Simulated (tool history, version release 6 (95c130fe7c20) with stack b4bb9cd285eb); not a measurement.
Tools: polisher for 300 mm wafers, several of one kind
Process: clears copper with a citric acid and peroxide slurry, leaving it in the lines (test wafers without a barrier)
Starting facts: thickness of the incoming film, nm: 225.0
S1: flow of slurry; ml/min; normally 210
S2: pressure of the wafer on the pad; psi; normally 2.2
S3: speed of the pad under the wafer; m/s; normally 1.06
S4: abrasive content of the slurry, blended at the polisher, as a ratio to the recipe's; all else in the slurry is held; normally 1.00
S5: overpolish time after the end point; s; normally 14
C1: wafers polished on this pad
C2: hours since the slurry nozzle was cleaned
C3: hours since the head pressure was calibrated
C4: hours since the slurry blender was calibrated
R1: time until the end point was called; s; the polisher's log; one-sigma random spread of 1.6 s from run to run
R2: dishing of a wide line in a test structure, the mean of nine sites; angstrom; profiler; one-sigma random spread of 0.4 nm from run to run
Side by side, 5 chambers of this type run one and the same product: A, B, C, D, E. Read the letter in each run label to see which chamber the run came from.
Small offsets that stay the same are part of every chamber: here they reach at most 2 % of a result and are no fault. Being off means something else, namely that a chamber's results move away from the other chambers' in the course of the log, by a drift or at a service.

run   hour   S1   S2    S3    S4  S5    C1     C2     C3     C4      R1      R2
 1C    9.0  210  2.2  1.06  1.00  14   314  257.7  337.6  113.9  145.46  162.26
 2E   14.8  210  2.2  1.06  1.00  14   386   18.9   77.7  216.3  141.62  162.22
 3A   25.6  210  2.2  1.06  1.00  14   925  406.8  540.2   28.9  140.64  164.31
 4B   36.7  210  2.2  1.06  1.00  14   921  182.1  173.1  113.4  142.01  165.88
 5D   48.8  210  2.2  1.06  1.00  14   638  216.4  741.7  213.4  144.46  164.58
 6E   61.4  210  2.2  1.06  1.00  14   778   65.5  124.3  262.9  141.04  170.63
 7A   69.0  210  2.2  1.06  1.00  14  1289  450.2  583.6   72.3  137.75  164.61
 8C   78.1  210  2.2  1.06  1.00  14   895  326.8  406.7  183.0  144.83  166.55
      81.9  -- chamber B: slurry blender recalibrated
      82.7  -- chamber E: worn pad replaced by a new one
      87.4  -- chamber A: worn pad replaced by a new one
 9B   90.5  210  2.6  1.06  1.00  12  1373  235.9  226.9    8.6  122.61  162.01
      93.4  -- chamber C: worn pad replaced by a new one
      97.0  -- chamber D: worn pad replaced by a new one
10D   99.6  210  2.6  1.06  1.00  12    22  267.2  792.5  264.2  122.02  160.79
11B  107.0  210  2.6  1.06  1.00  12  1512  252.4  243.4   25.1  120.02  157.82
     110.1  -- chamber B: worn pad replaced by a new one
     113.7  -- chamber D: slurry blender recalibrated
12A  119.1  210  2.6  1.06  1.00  12   267  500.3  633.7  122.4  120.56  167.98
13D  125.6  210  2.6  1.06  1.00  12   240  293.2  818.5   11.9  122.42  172.82
14E  138.1  210  2.2  1.18  0.75  14   465  142.2  201.0  339.6  135.18  168.37
15C  150.0  210  2.2  1.18  0.75  14   476  398.7  478.6  254.9  135.72  173.84
     154.1  -- chamber B: head pressure recalibrated
16A  162.5  210  2.2  1.18  0.75  14   632  543.7  677.1  165.8  135.14  173.76
     164.7  -- chamber E: slurry blender recalibrated
     165.2  -- chamber C: head pressure recalibrated
     169.8  -- chamber A: head pressure recalibrated
     171.1  -- chamber E: worn pad replaced by a new one
17D  171.4  210  2.2  1.18  0.75  14   626  339.0  864.3   57.7  138.61  165.79
18C  177.5  210  2.2  1.18  0.75  14   707  426.2   12.4  282.4  151.05  152.30
     183.5  -- chamber A: slurry blender recalibrated
19E  186.4  210  2.2  1.06  1.00  14   128  190.5  249.3   21.7  142.11  166.27
20B  194.2  210  2.2  1.06  1.00  14   707  339.6   40.2  112.3  143.59  157.08
21B  204.9  210  2.2  1.06  1.00  14   797  350.3   50.9  123.0  142.26  158.80
     212.2  -- chamber C: worn pad replaced by a new one
     212.3  -- chamber D: head pressure recalibrated
22E  215.1  210  2.2  1.06  1.00  14   370  219.2  278.0   50.4  143.46  164.54
     217.5  -- chamber D: worn pad replaced by a new one
     218.5  -- chamber C: slurry nozzle cleaned
     221.9  -- chamber E: slurry nozzle cleaned
23C  224.3  210  2.2  1.26  1.00  14   102    5.9   59.2  329.2  133.78  177.60
24A  233.7  210  2.2  1.26  1.00  14  1230  614.9   63.9   50.2  119.70  200.04
     234.7  -- chamber B: slurry blender recalibrated
     244.3  -- chamber C: slurry blender recalibrated
25D  245.7  210  2.2  1.26  1.00  14   237  413.3   33.4  132.0  120.17  195.22
     254.2  -- chamber A: worn pad replaced by a new one
26B  254.3  210  2.2  1.26  1.00  14  1213  399.7  100.3   19.6  120.53  185.10
27E  265.4  210  2.2  1.26  1.00  14   793   43.6  328.3  100.7  117.85  195.20
28A  277.4  210  2.2  1.06  1.00  14   195  658.6  107.6   93.9  142.46  168.47
29D  289.3  210  2.2  1.06  1.00  14   603  456.9   77.0  175.6  144.40  168.54
30C  300.1  210  2.2  1.06  1.00  14   739   81.7  135.0   55.8  158.50  151.39
31C  308.8  210  2.2  1.06  1.00  14   812   90.4  143.7   64.5  159.69  149.39

Decide between three cases: one chamber stands off from its peers, the gauge reading all wafers drifts, or nothing is wrong past each chamber's small offset. Where a chamber is off, say which and what most likely put it there.

Chamber C came out of a service off from its peers and stayed that way.
What lies behind it: head's pressure below its setpoint, % = 9.09.

Below are 4 candidate recipes for chamber C's next run, each the usual settings with a change, their results shown as question marks. Which of them brings C's results back in line with what the other chambers give on the usual settings?
Counts as in line when no further than this from what the other chambers average on the usual settings: R1 5.50 s; R2 14.00 angstrom
32C-1  317.8  210  2.2  1.08  1.00  14                   ?   ?
32C-2  317.8  210  2.2  1.04  1.00  14                   ?   ?
32C-3  317.8  210  2.3  1.12  1.00  14                   ?   ?
32C-4  317.8  210  2.1  1.00  1.00  14                   ?   ?

Average result of the remaining chambers running the usual settings: R1 142.54 s; R2 164.46 angstrom
  run      R1      R2
32C-1  154.72  151.99
32C-2  160.56  146.82
32C-3  142.95  163.86
32C-4  174.58  135.55
The answer is 32C-3, which returns the chamber to within the allowed miss of the others.
